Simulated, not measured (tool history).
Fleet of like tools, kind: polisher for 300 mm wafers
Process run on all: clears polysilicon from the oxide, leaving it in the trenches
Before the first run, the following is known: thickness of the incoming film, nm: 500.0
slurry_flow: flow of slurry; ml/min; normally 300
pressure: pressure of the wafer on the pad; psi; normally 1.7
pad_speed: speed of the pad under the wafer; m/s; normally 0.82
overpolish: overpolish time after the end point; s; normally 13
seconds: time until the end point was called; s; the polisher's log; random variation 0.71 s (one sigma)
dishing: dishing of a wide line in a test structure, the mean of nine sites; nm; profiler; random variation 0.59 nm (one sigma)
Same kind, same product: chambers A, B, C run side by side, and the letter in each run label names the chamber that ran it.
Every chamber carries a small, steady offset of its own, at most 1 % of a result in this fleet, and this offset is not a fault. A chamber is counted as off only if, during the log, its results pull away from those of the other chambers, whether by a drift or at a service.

run   hour  slurry_flow  pressure  pad_speed  overpolish  seconds  dishing
 1B   10.6          300       1.7       0.82          13   85.051   34.236
 2A   21.3          300       1.7       0.82          13   86.444   33.948
 3C   29.2          300       1.7       0.82          13   85.204   35.289
      32.2  -- chamber B: worn pad replaced by a new one
 4A   38.2          300       1.7       0.82          13   87.149   34.185
 5B   48.8          300       1.7       0.82          13   85.771   34.989
      53.8  -- chamber C: worn pad replaced by a new one
 6C   54.6          300       1.7        0.7          13   99.784   32.268
 7B   59.8          300       1.7        0.7          13   97.591   31.274
 8A   69.3          300       1.7        0.7          13   102.47    32.09
      73.1  -- chamber A: worn pad replaced by a new one
 9C   74.7          250       1.7       0.82          13   87.122   34.834
10C   84.2          250       1.7       0.82          13   87.761   34.573
      91.2  -- chamber B: worn pad replaced by a new one
11B   94.9          250       1.7       0.82          13   87.729   34.045
12A  101.6          300       1.7       0.82          13   87.692   35.168
13C  109.5          300       1.7       0.82          13   84.725   34.571
14B  114.7          300       1.7       0.82          13   84.788   33.869
15A  121.1          365       1.7       0.82           7   84.479   25.623
16C  131.5          365       1.7       0.82           7   83.642   25.289
     140.2  -- chamber B: worn pad replaced by a new one
17A  140.9          365       1.7       0.82           7   85.989   26.416
18B  147.8          300       1.7       0.82          13   85.368   33.882
     149.1  -- chamber C: head pressure recalibrated
     149.2  -- chamber A: slurry nozzle cleaned
19A  154.8          300       1.7       0.82          13     85.9   34.661
20B  161.7          300       1.7       0.82          13   85.694    34.24
     162.4  -- chamber C: worn pad replaced by a new one
21C    170          300       1.7       0.82          13    86.04    35.14
     177.4  -- chamber A: worn pad replaced by a new one
22A  181.1          300       1.7       0.82          13   87.525   34.359
     186.6  -- chamber B: worn pad replaced by a new one
23C  188.6          225       1.7       0.58          13   124.97   28.806
24B  195.5          225       1.7       0.58          13   121.96   28.512
25A  201.5          225       1.7       0.58          13   126.11   29.518
     208.4  -- chamber A: head pressure recalibrated
26C  209.1          300       1.7       0.82          13   84.837   35.429
27B  215.6          300       1.7       0.82          13   84.878   35.348
28A  222.5          300       1.7       0.82          13   87.653   34.777
29C  232.6          300       1.9       0.56          13   112.91   31.108
30B  237.9          300       1.9       0.56          13   112.18   30.182
31A  243.9          300       1.9       0.56          13   114.03   30.158
     245.4  -- chamber B: worn pad replaced by a new one
32C  250.8          300       1.7       0.82          13   85.487    35.09
33B  256.4          300       1.7       0.82          13   86.354   34.267

Decide between three cases: one chamber stands off from its peers, the gauge reading all wafers drifts, or nothing is wrong past each chamber's small offset. Where a chamber is off, say which and what most likely put it there.

Beyond each chamber's small constant offset nothing stands out, and the gauge stays steady.
